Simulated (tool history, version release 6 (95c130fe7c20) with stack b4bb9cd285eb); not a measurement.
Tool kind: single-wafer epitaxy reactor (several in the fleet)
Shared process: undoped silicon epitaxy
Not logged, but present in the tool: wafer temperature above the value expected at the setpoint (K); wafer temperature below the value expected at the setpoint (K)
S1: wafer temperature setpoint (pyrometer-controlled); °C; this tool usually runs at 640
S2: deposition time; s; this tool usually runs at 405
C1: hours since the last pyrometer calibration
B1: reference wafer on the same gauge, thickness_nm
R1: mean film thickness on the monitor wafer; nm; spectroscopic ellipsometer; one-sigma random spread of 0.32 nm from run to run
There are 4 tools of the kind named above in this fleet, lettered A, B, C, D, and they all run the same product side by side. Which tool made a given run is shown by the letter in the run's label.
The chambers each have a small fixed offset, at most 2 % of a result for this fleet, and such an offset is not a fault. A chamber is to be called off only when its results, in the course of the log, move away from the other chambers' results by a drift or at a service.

run 1D hour=4.1 | S1=640 S2=405 | C1=2466.7 | B1=48.765 | R1=54.392
run 2B hour=7.3 | S1=640 S2=405 | C1=1770.0 | B1=48.705 | R1=55.339
-- hour=10.9 chamber D: pyrometer calibrated
run 3C hour=10.9 | S1=640 S2=405 | C1=844.1 | B1=48.781 | R1=54.329
run 4A hour=14.6 | S1=640 S2=405 | C1=1379.8 | B1=48.632 | R1=54.784
run 5D hour=21.3 | S1=640 S2=405 | C1=10.4 | B1=48.761 | R1=55.026
run 6B hour=24.5 | S1=640 S2=405 | C1=1787.2 | B1=48.769 | R1=55.872
run 7A hour=28.6 | S1=640 S2=405 | C1=1393.8 | B1=48.703 | R1=54.948
run 8C hour=32.2 | S1=640 S2=405 | C1=865.4 | B1=48.682 | R1=54.727
run 9B hour=36.7 | S1=654 S2=369 | C1=1799.4 | B1=48.669 | R1=69.318
run 10D hour=41.9 | S1=654 S2=369 | C1=31.0 | B1=48.691 | R1=67.417
run 11C hour=45.3 | S1=654 S2=369 | C1=878.5 | B1=48.760 | R1=66.757
run 12A hour=49.8 | S1=654 S2=369 | C1=1415.0 | B1=48.701 | R1=66.990
run 13A hour=54.5 | S1=640 S2=405 | C1=1419.7 | B1=48.677 | R1=54.372
run 14C hour=59.3 | S1=640 S2=405 | C1=892.5 | B1=48.730 | R1=54.338
run 15D hour=63.6 | S1=646 S2=481 | C1=52.7 | B1=48.779 | R1=73.863
run 16B hour=66.8 | S1=646 S2=481 | C1=1829.5 | B1=48.685 | R1=75.084
run 17A hour=70.7 | S1=646 S2=481 | C1=1435.9 | B1=48.622 | R1=74.437
run 18C hour=76.0 | S1=646 S2=481 | C1=909.2 | B1=48.759 | R1=73.474
run 19B hour=81.7 | S1=640 S2=405 | C1=1844.4 | B1=48.650 | R1=55.900
run 20D hour=84.8 | S1=640 S2=405 | C1=73.9 | B1=48.682 | R1=54.956
run 21A hour=91.4 | S1=640 S2=405 | C1=1456.6 | B1=48.710 | R1=54.804
run 22B hour=96.3 | S1=634 S2=364 | C1=1859.0 | B1=48.662 | R1=43.609
run 23C hour=101.5 | S1=634 S2=364 | C1=934.7 | B1=48.683 | R1=42.739
run 24D hour=104.9 | S1=634 S2=364 | C1=94.0 | B1=48.674 | R1=42.847
run 25D hour=110.6 | S1=634 S2=364 | C1=99.7 | B1=48.655 | R1=42.431
run 26B hour=116.5 | S1=640 S2=432 | C1=1879.2 | B1=48.742 | R1=59.641

Has any chamber moved away from the others, gradually or after a service, or does the common gauge drift, or do the chambers differ only by their own small steady offsets? State the chamber and the most likely cause if one applies.

Nothing is wrong: each chamber keeps only its own small, steady offset and the gauge holds still.

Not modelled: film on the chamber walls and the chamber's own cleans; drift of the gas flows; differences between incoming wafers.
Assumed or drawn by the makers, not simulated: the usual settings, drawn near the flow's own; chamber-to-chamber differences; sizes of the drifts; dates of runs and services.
